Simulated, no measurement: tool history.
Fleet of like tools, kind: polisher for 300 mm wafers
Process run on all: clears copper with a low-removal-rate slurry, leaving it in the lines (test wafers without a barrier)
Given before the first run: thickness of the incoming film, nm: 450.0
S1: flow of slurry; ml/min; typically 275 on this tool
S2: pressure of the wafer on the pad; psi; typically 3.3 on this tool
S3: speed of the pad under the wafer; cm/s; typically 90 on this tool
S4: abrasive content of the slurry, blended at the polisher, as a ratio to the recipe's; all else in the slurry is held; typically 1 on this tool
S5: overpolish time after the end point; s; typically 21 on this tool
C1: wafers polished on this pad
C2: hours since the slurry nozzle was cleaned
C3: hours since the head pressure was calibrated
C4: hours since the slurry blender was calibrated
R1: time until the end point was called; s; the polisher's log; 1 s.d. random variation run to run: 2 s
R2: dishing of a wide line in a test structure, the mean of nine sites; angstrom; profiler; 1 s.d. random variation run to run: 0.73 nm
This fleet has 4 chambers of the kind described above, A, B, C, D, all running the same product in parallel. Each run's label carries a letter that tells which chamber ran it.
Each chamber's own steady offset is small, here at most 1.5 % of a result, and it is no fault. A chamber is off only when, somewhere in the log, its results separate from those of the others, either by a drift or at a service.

run   hour   S1   S2   S3    S4  S5    C1     C2      C3     C4      R1      R2
 1B    9.4  275  3.3   90     1  21    79  392.3   860.6  207.7  175.78  383.97
 2C   17.2  275  3.3   90     1  21   683  509.6     612  302.4  169.64  383.74
 3D   27.6  275  3.3   90     1  21   922  344.9   332.1  141.5  171.34  379.77
      29.1  -- chamber D: worn pad replaced by a new one
        31  -- chamber A: slurry blender recalibrated
 4A   37.1  275  3.3   90     1  21  1406  117.2   617.7    6.2   175.3   384.5
      41.3  -- chamber A: worn pad replaced by a new one
 5D   43.5  275  4.1   90   1.2  21   105  360.8     348  157.4  134.08  477.78
 6A   48.1  275  4.1   90   1.2  21    50  128.2   628.7   17.2  136.53  468.96
 7C   57.3  275  4.1   90   1.2  21   977  549.7   652.1  342.5  134.18  480.47
 8B   65.6  275  4.1   90   1.2  21   491  448.5   916.8  263.9  135.56   478.9
 9A   72.8  275  3.3   90  1.25  21   231  152.9   653.4   41.9  165.99   408.7
      73.4  -- chamber D: slurry nozzle cleaned
10C   77.8  275  3.3   90  1.25  21  1128  570.2   672.6    363  163.28  398.22
11D   84.6  275  3.3   90  1.25  21   407   11.2   389.1  198.5  165.83     394
      90.1  -- chamber C: worn pad replaced by a new one
      91.3  -- chamber B: slurry blender recalibrated
12B   94.7  275  3.3   90  1.25  21   705  477.6   945.9    3.5  169.19  390.59
13A   99.8  355  3.3  116     1  21   429  179.9   680.4   68.9  128.85  491.62
     103.4  -- chamber C: slurry blender recalibrated
14D  110.3  355  3.3  116     1  21   596   36.9   414.8  224.2  129.81  475.21
     111.9  -- chamber B: worn pad replaced by a new one
15C    118  355  3.3  116     1  21   205  610.4   712.8   14.6  129.22  500.31
16B  127.7  355  3.3  116     1  21   116  510.6   978.9   36.5  132.32  488.52
17C  133.9  275  3.3   90     1  21   322  626.3   728.7   30.5  170.99  387.99
18A    140  275  3.3   90     1  21   725  220.1   720.6  109.1  178.76  363.77
     148.4  -- chamber D: worn pad replaced by a new one
19D  150.2  275  3.3   90     1  21    13   76.8   454.7  264.1  176.76   371.1
20B    157  275  3.3   90     1  21   331  539.9  1008.2   65.8  174.38  378.55
     162.8  -- chamber A: slurry nozzle cleaned
21C  165.9  275  3.3   90     1  21   557  658.3   760.7   62.5  172.51  375.97
22B  174.2  275  3.3   90     1  21   457  557.1  1025.4     83  174.07  385.78
     176.9  -- chamber A: slurry blender recalibrated
23D  180.3  275  3.3   90     1  21   234  106.9   484.8  294.2  173.23  387.72
24A    188  275  3.3   90     1  21  1077   25.3   768.6   11.1  179.62  370.14
25C  198.7  275  3.3   90     1  21   798  691.1   793.5   95.3  168.77  383.26
       203  -- chamber B: worn pad replaced by a new one
26B  209.3  275  3.3   90     1  21    46  592.2  1060.5  118.1  175.64  385.88
27A  217.9  275  3.3  104     1  17  1297   55.2   798.5     41  154.98   348.9
     223.4  -- chamber A: worn pad replaced by a new one
28D  227.3  275  3.3  104     1  17   580  153.9   531.8  341.2  151.77  344.83
     229.8  -- chamber D: head pressure recalibrated
29B  232.3  275  3.3  104     1  17   215  615.2  1083.5  141.1  149.13  360.88
30C    241  275  3.3  104     1  17  1108  733.4   835.8  137.6  146.78  365.12
     242.6  -- chamber C: slurry nozzle cleaned
31D  251.5  275  3.3   90     1  21   757  178.1    21.8  365.4  170.42  374.22
32A  260.1  275  3.3   90     1  21   270   97.4   840.7   83.2  190.17  358.32
33C  266.9  275  3.3   90     1  21  1299   24.3   861.7  163.5  172.52   392.3
34B  272.9  275  3.3   90     1  21   514  655.8  1124.1  181.7  175.74  388.85
     279.8  -- chamber D: slurry blender recalibrated
35D  281.7  275  3.3   90     1  21   979  208.3      52    1.9  173.91  366.71
     282.9  -- chamber D: worn pad replaced by a new one
36A  288.9  275  3.3   90     1  21   481  126.2   869.5    112  191.12  351.78
     289.6  -- chamber B: worn pad replaced by a new one
37C  298.1  275  3.3   90     1  21  1528   55.5   892.9  194.7  167.16  397.74
38A  308.6  275  3.3   90     1  21   626  145.9   889.2  131.7  195.01  343.18
39B  314.4  275  3.3   90     1  21   182  697.3  1165.6  223.2  172.25  386.35
40D  322.2  275  3.3   90     1  21   289  248.8    92.5   42.4  169.63  386.58
41D  328.3  275  3.3   90     1  21   333  254.9    98.6   48.5  173.43  377.32
42A  335.2  350  3.3   90     1  21   821  172.5   915.8  158.3   187.8  347.82

Does one chamber stand apart from the rest, does the shared gauge drift, or is all well apart from small per-chamber offsets? Give the chamber and the most likely cause, where there is one.

Little by little, chamber A moves away from the other chambers.
Most likely cause: head's pressure below its setpoint, % = 12.4.

Below are 4 candidate recipes for chamber A's next run, each the usual settings with a change, their results shown as question marks. Which of them brings A's results back in line with what the other chambers give on the usual settings?
In line means no further than this from the other chambers' mean on the usual settings: R1 7.1 s; R2 26 angstrom
43A-1  342.9  275  3.1  84   1  21                   ?   ?
43A-2  342.9  275  3.2  88   1  21                   ?   ?
43A-3  342.9  275  3.5  96   1  21                   ?   ?
43A-4  342.9  275  3.4  92   1  21                   ?   ?

Average result of the remaining chambers running the usual settings: R1 173.17 s; R2 380.86 angstrom
  run      R1      R2
43A-1   226.8  300.64
43A-2  209.47  322.97
43A-3   175.1  379.14
43A-4  188.28  355.55
The answer is 43A-3, which returns the chamber to within the allowed miss of the others.
